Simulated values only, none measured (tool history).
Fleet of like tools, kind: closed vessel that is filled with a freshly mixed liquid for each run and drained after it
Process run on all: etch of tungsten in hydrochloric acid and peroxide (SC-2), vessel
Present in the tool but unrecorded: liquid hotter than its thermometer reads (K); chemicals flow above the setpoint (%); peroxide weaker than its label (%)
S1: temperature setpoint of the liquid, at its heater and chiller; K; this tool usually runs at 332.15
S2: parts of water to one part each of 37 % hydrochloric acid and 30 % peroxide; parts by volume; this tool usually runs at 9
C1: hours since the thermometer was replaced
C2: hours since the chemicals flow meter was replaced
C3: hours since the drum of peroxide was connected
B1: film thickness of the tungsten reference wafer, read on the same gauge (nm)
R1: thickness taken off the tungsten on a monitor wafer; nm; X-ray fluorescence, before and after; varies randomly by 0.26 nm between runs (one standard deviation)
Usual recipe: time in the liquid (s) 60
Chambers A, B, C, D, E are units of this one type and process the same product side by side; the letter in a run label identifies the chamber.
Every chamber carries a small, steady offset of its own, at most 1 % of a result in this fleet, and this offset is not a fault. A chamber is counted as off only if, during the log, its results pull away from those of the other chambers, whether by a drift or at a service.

Run 1E, hour 9.0: usual settings; C1 488.3; C2 1339.1; C3 463.9; B1 150.00. Result: R1 44.211 nm.
Run 2A, hour 19.6: usual settings; C1 1035.4; C2 1879.0; C3 106.8; B1 149.97. Result: R1 45.092 nm.
Run 3B, hour 26.8: usual settings; C1 227.1; C2 2221.7; C3 304.6; B1 149.99. Result: R1 44.127 nm.
Run 4D, hour 34.3: usual settings; C1 2399.6; C2 1888.5; C3 866.5; B1 150.01. Result: R1 44.268 nm.
Run 5C, hour 45.9: usual settings; C1 774.0; C2 587.8; C3 147.8; B1 149.98. Result: R1 43.612 nm.
Run 6C, hour 56.0: usual settings; C1 784.1; C2 597.9; C3 157.9; B1 149.99. Result: R1 44.029 nm.
Run 7B, hour 63.5: usual settings; C1 263.8; C2 2258.4; C3 341.3; B1 149.99. Result: R1 44.092 nm.
Run 8A, hour 71.6: usual settings; C1 1087.4; C2 1931.0; C3 158.8; B1 150.01. Result: R1 44.166 nm.
Run 9D, hour 78.7: usual settings; C1 2444.0; C2 1932.9; C3 910.9; B1 150.01. Result: R1 43.938 nm.
Run 10E, hour 88.5: usual settings; C1 567.8; C2 1418.6; C3 543.4; B1 149.98. Result: R1 44.501 nm.
Run 11A, hour 97.5: usual settings; C1 1113.3; C2 1956.9; C3 184.7; B1 149.99. Result: R1 44.548 nm.
At hour 97.6: chamber D: new drum of peroxide connected.
Run 12E, hour 107.2: usual settings; C1 586.5; C2 1437.3; C3 562.1; B1 150.00. Result: R1 44.181 nm.
Run 13D, hour 118.9: usual settings but S1 323.65 K; C1 2484.2; C2 1973.1; C3 21.3; B1 150.01. Result: R1 25.407 nm.
Run 14C, hour 128.1: usual settings but S1 323.65 K; C1 856.2; C2 670.0; C3 230.0; B1 150.02. Result: R1 25.350 nm.
Run 15B, hour 139.2: usual settings but S1 323.65 K; C1 339.5; C2 2334.1; C3 417.0; B1 150.03. Result: R1 25.579 nm.
Run 16C, hour 148.3: usual settings but S1 323.65 K; C1 876.4; C2 690.2; C3 250.2; B1 149.98. Result: R1 25.274 nm.
Run 17D, hour 157.0: usual settings but S1 323.65 K; C1 2522.3; C2 2011.2; C3 59.4; B1 150.01. Result: R1 25.578 nm.
Run 18B, hour 165.7: usual settings; C1 366.0; C2 2360.6; C3 443.5; B1 149.98. Result: R1 44.012 nm.
Run 19E, hour 174.7: usual settings; C1 654.0; C2 1504.8; C3 629.6; B1 149.99. Result: R1 45.206 nm.
Run 20A, hour 180.7: usual settings; C1 1196.5; C2 2040.1; C3 267.9; B1 150.00. Result: R1 44.123 nm.
Run 21B, hour 188.7: usual settings; C1 389.0; C2 2383.6; C3 466.5; B1 150.01. Result: R1 44.237 nm.
Run 22A, hour 199.2: usual settings; C1 1215.0; C2 2058.6; C3 286.4; B1 149.99. Result: R1 44.510 nm.
Run 23D, hour 206.5: usual settings; C1 2571.8; C2 2060.7; C3 108.9; B1 150.00. Result: R1 44.221 nm.
Run 24E, hour 213.2: usual settings; C1 692.5; C2 1543.3; C3 668.1; B1 149.99. Result: R1 45.319 nm.
Run 25C, hour 219.0: usual settings; C1 947.1; C2 760.9; C3 320.9; B1 150.01. Result: R1 44.339 nm.
Run 26E, hour 226.0: usual settings; C1 705.3; C2 1556.1; C3 680.9; B1 149.98. Result: R1 45.514 nm.
Run 27C, hour 237.9: usual settings; C1 966.0; C2 779.8; C3 339.8; B1 150.00. Result: R1 43.950 nm.
At hour 240.2: chamber A: chemicals flow meter replaced.
Run 28A, hour 250.5: usual settings; C1 1266.3; C2 10.4; C3 337.7; B1 150.01. Result: R1 44.529 nm.
Run 29D, hour 259.6: usual settings; C1 2624.9; C2 2113.8; C3 162.0; B1 150.01. Result: R1 44.068 nm.
Run 30B, hour 269.3: usual settings; C1 469.6; C2 2464.2; C3 547.1; B1 150.00. Result: R1 44.663 nm.
Run 31B, hour 276.1: usual settings; C1 476.4; C2 2471.0; C3 553.9; B1 149.99. Result: R1 44.766 nm.
Run 32C, hour 288.2: usual settings; C1 1016.3; C2 830.1; C3 390.1; B1 150.01. Result: R1 43.777 nm.
Run 33A, hour 300.5: usual settings; C1 1316.3; C2 60.4; C3 387.7; B1 150.01. Result: R1 44.189 nm.
Run 34D, hour 307.9: usual settings; C1 2673.2; C2 2162.1; C3 210.3; B1 150.00. Result: R1 43.905 nm.
Run 35E, hour 320.0: usual settings; C1 799.3; C2 1650.1; C3 774.9; B1 150.03. Result: R1 47.107 nm.
Run 36A, hour 330.9: usual settings; C1 1346.7; C2 90.8; C3 418.1; B1 150.00. Result: R1 44.200 nm.
Run 37D, hour 339.8: usual settings but S1 338.15 K, time in the liquid (s) 30; C1 2705.1; C2 2194.0; C3 242.2; B1 150.03. Result: R1 31.913 nm.
Run 38E, hour 346.1: usual settings but S1 338.15 K, time in the liquid (s) 30; C1 825.4; C2 1676.2; C3 801.0; B1 150.00. Result: R1 33.998 nm.
Run 39C, hour 355.4: usual settings but S1 338.15 K, time in the liquid (s) 30; C1 1083.5; C2 897.3; C3 457.3; B1 150.02. Result: R1 31.844 nm.

All chambers now run identical settings, listed one chamber a line with results as question marks. What results will each chamber show?
Run 40A, hour 365.0: usual settings but S1 328.65 K. Result: R1 ?.
Run 40B, hour 365.0: usual settings but S1 328.65 K. Result: R1 ?.
Run 40C, hour 365.0: usual settings but S1 328.65 K. Result: R1 ?.
Run 40D, hour 365.0: usual settings but S1 328.65 K. Result: R1 ?.
Run 40E, hour 365.0: usual settings but S1 328.65 K. Result: R1 ?.

run      R1
40A  35.533
40B  35.634
40C  34.995
40D  35.620
40E  37.924
